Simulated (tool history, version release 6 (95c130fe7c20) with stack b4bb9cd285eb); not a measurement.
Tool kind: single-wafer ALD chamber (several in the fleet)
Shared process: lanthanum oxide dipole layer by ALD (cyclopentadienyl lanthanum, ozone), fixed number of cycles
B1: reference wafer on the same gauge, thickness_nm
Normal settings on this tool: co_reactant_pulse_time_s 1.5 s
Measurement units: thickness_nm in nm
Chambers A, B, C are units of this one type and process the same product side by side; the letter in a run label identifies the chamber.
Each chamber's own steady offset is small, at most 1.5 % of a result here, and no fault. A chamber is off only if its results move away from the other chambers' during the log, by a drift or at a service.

run 1A hour=11.1 | co_reactant_pulse_time_s=1.5 | B1=0.4583 | thickness_nm=0.55278
run 2B hour=20.4 | co_reactant_pulse_time_s=1.5 | B1=0.45802 | thickness_nm=0.54401
run 3C hour=27.4 | co_reactant_pulse_time_s=1.5 | B1=0.45814 | thickness_nm=0.54617
run 4A hour=38.4 | co_reactant_pulse_time_s=1.5 | B1=0.45816 | thickness_nm=0.55107
run 5C hour=47.9 | co_reactant_pulse_time_s=1.5 | B1=0.45853 | thickness_nm=0.54681
run 6B hour=53.9 | co_reactant_pulse_time_s=0.98 | B1=0.45861 | thickness_nm=0.49192
run 7A hour=64.8 | co_reactant_pulse_time_s=0.98 | B1=0.45849 | thickness_nm=0.49906
run 8C hour=70.8 | co_reactant_pulse_time_s=0.98 | B1=0.45847 | thickness_nm=0.49283
run 9B hour=76.2 | co_reactant_pulse_time_s=1.5 | B1=0.45871 | thickness_nm=0.54417
run 10B hour=85.2 | co_reactant_pulse_time_s=1.81 | B1=0.45876 | thickness_nm=0.55645
run 11A hour=95.1 | co_reactant_pulse_time_s=1.81 | B1=0.45882 | thickness_nm=0.56703
run 12C hour=105 | co_reactant_pulse_time_s=1.81 | B1=0.45884 | thickness_nm=0.56022
run 13B hour=112.1 | co_reactant_pulse_time_s=1.5 | B1=0.45878 | thickness_nm=0.54312
run 14A hour=122.6 | co_reactant_pulse_time_s=1.5 | B1=0.45897 | thickness_nm=0.55344
run 15C hour=130.7 | co_reactant_pulse_time_s=1.5 | B1=0.45904 | thickness_nm=0.5463
run 16C hour=140.6 | co_reactant_pulse_time_s=1.5 | B1=0.45907 | thickness_nm=0.54727
run 17B hour=148.1 | co_reactant_pulse_time_s=1.87 | B1=0.45917 | thickness_nm=0.55879
run 18A hour=158.8 | co_reactant_pulse_time_s=1.87 | B1=0.45938 | thickness_nm=0.56777
run 19C hour=164 | co_reactant_pulse_time_s=1.87 | B1=0.45924 | thickness_nm=0.56213
run 20A hour=169.6 | co_reactant_pulse_time_s=1.5 | B1=0.4593 | thickness_nm=0.55395
run 21B hour=176 | co_reactant_pulse_time_s=1.5 | B1=0.45932 | thickness_nm=0.54302
run 22A hour=184.4 | co_reactant_pulse_time_s=1.04 | B1=0.45952 | thickness_nm=0.50992
run 23C hour=193.2 | co_reactant_pulse_time_s=1.04 | B1=0.45953 | thickness_nm=0.50371
run 24B hour=203.9 | co_reactant_pulse_time_s=1.04 | B1=0.45955 | thickness_nm=0.50392
run 25C hour=214.2 | co_reactant_pulse_time_s=1.5 | B1=0.4598 | thickness_nm=0.54833
run 26A hour=221.9 | co_reactant_pulse_time_s=1.5 | B1=0.45967 | thickness_nm=0.55396
run 27B hour=232.9 | co_reactant_pulse_time_s=1.5 | B1=0.45997 | thickness_nm=0.54303
run 28B hour=242 | co_reactant_pulse_time_s=1.5 | B1=0.45995 | thickness_nm=0.54564
run 29C hour=248.3 | co_reactant_pulse_time_s=1.5 | B1=0.45987 | thickness_nm=0.5475
run 30A hour=255 | co_reactant_pulse_time_s=1.5 | B1=0.46007 | thickness_nm=0.55425
run 31B hour=263.6 | co_reactant_pulse_time_s=1.5 | B1=0.46013 | thickness_nm=0.54388
run 32C hour=273.9 | co_reactant_pulse_time_s=1.5 | B1=0.46009 | thickness_nm=0.54892
run 33A hour=280 | co_reactant_pulse_time_s=1.5 | B1=0.46027 | thickness_nm=0.55353
run 34C hour=286.2 | co_reactant_pulse_time_s=1.5 | B1=0.4602 | thickness_nm=0.54808
run 35A hour=296.7 | co_reactant_pulse_time_s=1.5 | B1=0.4604 | thickness_nm=0.5552

The same settings go to every chamber for the next run, one line per chamber below. Forecast the results for each:
run 36A hour=304.6 | co_reactant_pulse_time_s=1.03 | thickness_nm=?
run 36B hour=304.6 | co_reactant_pulse_time_s=1.03 | thickness_nm=?
run 36C hour=304.6 | co_reactant_pulse_time_s=1.03 | thickness_nm=?

run=36A thickness_nm=0.5092
run=36B thickness_nm=0.50156
run=36C thickness_nm=0.50301
